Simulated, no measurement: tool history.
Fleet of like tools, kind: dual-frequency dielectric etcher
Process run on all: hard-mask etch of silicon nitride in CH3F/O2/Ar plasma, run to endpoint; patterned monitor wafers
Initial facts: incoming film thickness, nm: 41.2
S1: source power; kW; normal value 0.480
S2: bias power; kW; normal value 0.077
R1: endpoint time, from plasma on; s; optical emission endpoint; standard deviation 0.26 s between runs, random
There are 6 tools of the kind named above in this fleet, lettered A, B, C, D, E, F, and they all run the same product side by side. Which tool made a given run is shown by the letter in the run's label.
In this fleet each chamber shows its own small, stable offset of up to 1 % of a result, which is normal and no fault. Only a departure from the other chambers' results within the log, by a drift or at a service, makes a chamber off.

At hour 6.9: chamber A: wet clean of the chamber.
Run 1B, hour 7.4: usual settings. Result: R1 54.360 s.
Run 2E, hour 15.8: usual settings. Result: R1 54.314 s.
Run 3A, hour 30.7: usual settings. Result: R1 53.955 s.
At hour 32.6: chamber B: bias power generator calibrated.
Run 4D, hour 41.3: usual settings. Result: R1 54.110 s.
Run 5C, hour 55.1: usual settings but S1 0.600 kW, S2 0.086 kW. Result: R1 47.823 s.
Run 6F, hour 70.1: usual settings but S1 0.600 kW, S2 0.086 kW. Result: R1 48.121 s.
Run 7A, hour 78.2: usual settings but S1 0.600 kW, S2 0.086 kW. Result: R1 48.045 s.
Run 8E, hour 87.4: usual settings but S1 0.600 kW, S2 0.086 kW. Result: R1 48.037 s.
Run 9B, hour 102.1: usual settings but S1 0.600 kW, S2 0.086 kW. Result: R1 48.306 s.
Run 10F, hour 110.6: usual settings but S1 0.600 kW, S2 0.086 kW. Result: R1 47.906 s.
At hour 123.7: chamber B: wet clean of the chamber.
Run 11D, hour 124.4: usual settings. Result: R1 54.413 s.
Run 12C, hour 137.6: usual settings. Result: R1 53.856 s.
Run 13F, hour 146.3: usual settings. Result: R1 53.985 s.
Run 14B, hour 155.2: usual settings but S1 0.400 kW, S2 0.061 kW. Result: R1 63.382 s.
At hour 161.8: chamber E: source power generator calibrated.
Run 15A, hour 163.3: usual settings but S1 0.400 kW, S2 0.061 kW. Result: R1 63.030 s.
Run 16D, hour 177.3: usual settings but S1 0.400 kW, S2 0.061 kW. Result: R1 63.214 s.
Run 17C, hour 189.4: usual settings but S1 0.400 kW, S2 0.061 kW. Result: R1 61.774 s.
Run 18E, hour 201.9: usual settings but S1 0.400 kW, S2 0.061 kW. Result: R1 64.037 s.
Run 19B, hour 214.3: usual settings but S1 0.400 kW, S2 0.061 kW. Result: R1 63.374 s.
Run 20A, hour 229.2: usual settings. Result: R1 54.331 s.
Run 21F, hour 236.3: usual settings but S1 0.580 kW. Result: R1 50.541 s.
Run 22C, hour 245.9: usual settings but S1 0.580 kW. Result: R1 50.505 s.
Run 23E, hour 259.6: usual settings but S1 0.580 kW. Result: R1 51.068 s.
Run 24D, hour 267.3: usual settings but S1 0.580 kW. Result: R1 50.401 s.
Run 25A, hour 278.8: usual settings but S1 0.580 kW. Result: R1 50.288 s.
Run 26D, hour 285.9: usual settings but S1 0.580 kW. Result: R1 50.420 s.
Run 27F, hour 293.9: usual settings. Result: R1 54.013 s.
Run 28E, hour 303.0: usual settings. Result: R1 54.581 s.
Run 29C, hour 311.1: usual settings. Result: R1 54.210 s.
Run 30B, hour 318.7: usual settings. Result: R1 54.754 s.
At hour 321.2: chamber F: source power generator calibrated.
Run 31E, hour 326.3: usual settings. Result: R1 55.006 s.
Run 32D, hour 340.1: usual settings. Result: R1 54.077 s.
At hour 342.6: chamber F: wet clean of the chamber.
Run 33F, hour 348.9: usual settings. Result: R1 54.758 s.
Run 34B, hour 364.5: usual settings. Result: R1 54.240 s.
Run 35A, hour 379.3: usual settings but S2 0.069 kW. Result: R1 56.473 s.
Run 36C, hour 390.6: usual settings but S2 0.069 kW. Result: R1 56.221 s.

Each of the 6 chambers runs these same settings next. Fill in every chamber's results:
Run 37A, hour 401.8: usual settings. Result: R1 ?.
Run 37B, hour 401.8: usual settings. Result: R1 ?.
Run 37C, hour 401.8: usual settings. Result: R1 ?.
Run 37D, hour 401.8: usual settings. Result: R1 ?.
Run 37E, hour 401.8: usual settings. Result: R1 ?.
Run 37F, hour 401.8: usual settings. Result: R1 ?.

run      R1
37A  54.249
37B  54.566
37C  54.049
37D  53.873
37E  54.146
37F  54.094

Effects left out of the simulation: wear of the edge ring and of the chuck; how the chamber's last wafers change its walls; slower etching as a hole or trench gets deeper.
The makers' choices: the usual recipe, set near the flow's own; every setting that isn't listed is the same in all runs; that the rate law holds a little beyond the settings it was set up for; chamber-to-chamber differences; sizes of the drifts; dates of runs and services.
